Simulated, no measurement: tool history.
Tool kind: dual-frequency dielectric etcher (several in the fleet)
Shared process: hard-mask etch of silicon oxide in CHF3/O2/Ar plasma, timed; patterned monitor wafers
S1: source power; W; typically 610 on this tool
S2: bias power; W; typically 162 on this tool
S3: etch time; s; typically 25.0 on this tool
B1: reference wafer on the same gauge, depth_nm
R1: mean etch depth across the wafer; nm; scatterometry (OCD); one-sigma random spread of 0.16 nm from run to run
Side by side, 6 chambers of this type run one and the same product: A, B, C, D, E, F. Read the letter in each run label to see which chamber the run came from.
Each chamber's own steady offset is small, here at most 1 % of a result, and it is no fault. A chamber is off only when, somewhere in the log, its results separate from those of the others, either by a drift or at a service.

run   hour   S1   S2    S3      B1      R1
 1D   12.2  610  162  25.0  56.462  47.956
 2F   21.4  610  162  25.0  56.482  47.472
 3B   31.3  610  162  25.0  56.525  47.857
      46.0  -- chamber B: wet clean of the chamber
 4E   47.0  610  162  25.0  56.521  48.107
 5A   54.4  610  162  25.0  56.524  48.245
      65.8  -- chamber D: wet clean of the chamber
 6C   68.6  610  162  25.0  56.496  47.792
 7C   81.7  610  178  25.0  56.506  49.634
 8E   94.6  610  178  25.0  56.514  49.600
 9D  107.0  610  178  25.0  56.491  49.289
10B  119.5  610  178  25.0  56.507  49.378
11F  135.8  610  178  25.0  56.522  49.089
12A  150.2  610  178  25.0  56.466  50.146
13B  162.9  610  162  25.0  56.481  47.890
     168.9  -- chamber F: wet clean of the chamber
14C  178.7  610  162  25.0  56.478  48.015
     182.7  -- chamber C: wet clean of the chamber
15D  189.7  610  162  25.0  56.540  47.478
16E  197.2  610  162  25.0  56.535  47.993
17A  206.9  610  162  25.0  56.498  48.328
18F  220.3  610  162  25.0  56.533  47.759
19E  236.0  610  162  25.0  56.540  48.374
     243.1  -- chamber A: wet clean of the chamber
20D  247.5  610  162  25.0  56.513  47.746
21B  261.2  490  162  20.5  56.512  36.331
22A  276.6  490  162  20.5  56.535  36.886
23F  287.3  490  162  20.5  56.499  35.928
24C  301.3  490  162  20.5  56.496  36.070
25F  310.7  490  162  20.5  56.453  36.067
26B  322.2  490  162  20.5  56.484  36.085
27A  332.5  610  162  25.0  56.526  48.205
28E  340.3  610  162  25.0  56.527  49.157
29D  350.0  610  162  25.0  56.495  47.626
30C  363.2  610  150  31.0  56.496  57.528
     363.7  -- chamber F: bias power generator calibrated
31A  376.4  610  150  31.0  56.488  58.264
32C  385.5  610  150  31.0  56.468  58.011
33F  399.1  610  150  31.0  56.508  57.698
34B  411.0  610  150  31.0  56.488  58.345
35D  421.1  610  150  31.0  56.496  57.837
36E  429.4  610  162  25.0  56.426  49.321
37F  444.2  680  162  30.5  56.512  60.848

Read the log: is a single chamber off, either drifting away or since a service, is the gauge that measures every chamber drifting, or is nothing wrong beyond small per-chamber offsets? Name any odd chamber and what most likely caused it.

Chamber E drifts away from the others.
Most likely cause: etch rate over this chamber's usual, % = 2.81.

Below are 4 candidate recipes for chamber E's next run, each the usual settings with a change, their results shown as question marks. Which of them brings E's results back in line with what the other chambers give on the usual settings?
In-line tolerance around the mean of the other chambers on the usual settings: R1 0.550 nm
38E-1  456.1  660  162  25.0       ?
38E-2  456.1  560  162  25.0       ?
38E-3  456.1  610  167  25.0       ?
38E-4  456.1  610  157  25.0       ?

Other chambers, usual settings, mean: R1 47.950 nm
  run      R1
38E-1  50.935
38E-2  47.789
38E-3  49.905
38E-4  48.888
The right change is 38E-2: it brings the chamber back within the allowed miss of the others.

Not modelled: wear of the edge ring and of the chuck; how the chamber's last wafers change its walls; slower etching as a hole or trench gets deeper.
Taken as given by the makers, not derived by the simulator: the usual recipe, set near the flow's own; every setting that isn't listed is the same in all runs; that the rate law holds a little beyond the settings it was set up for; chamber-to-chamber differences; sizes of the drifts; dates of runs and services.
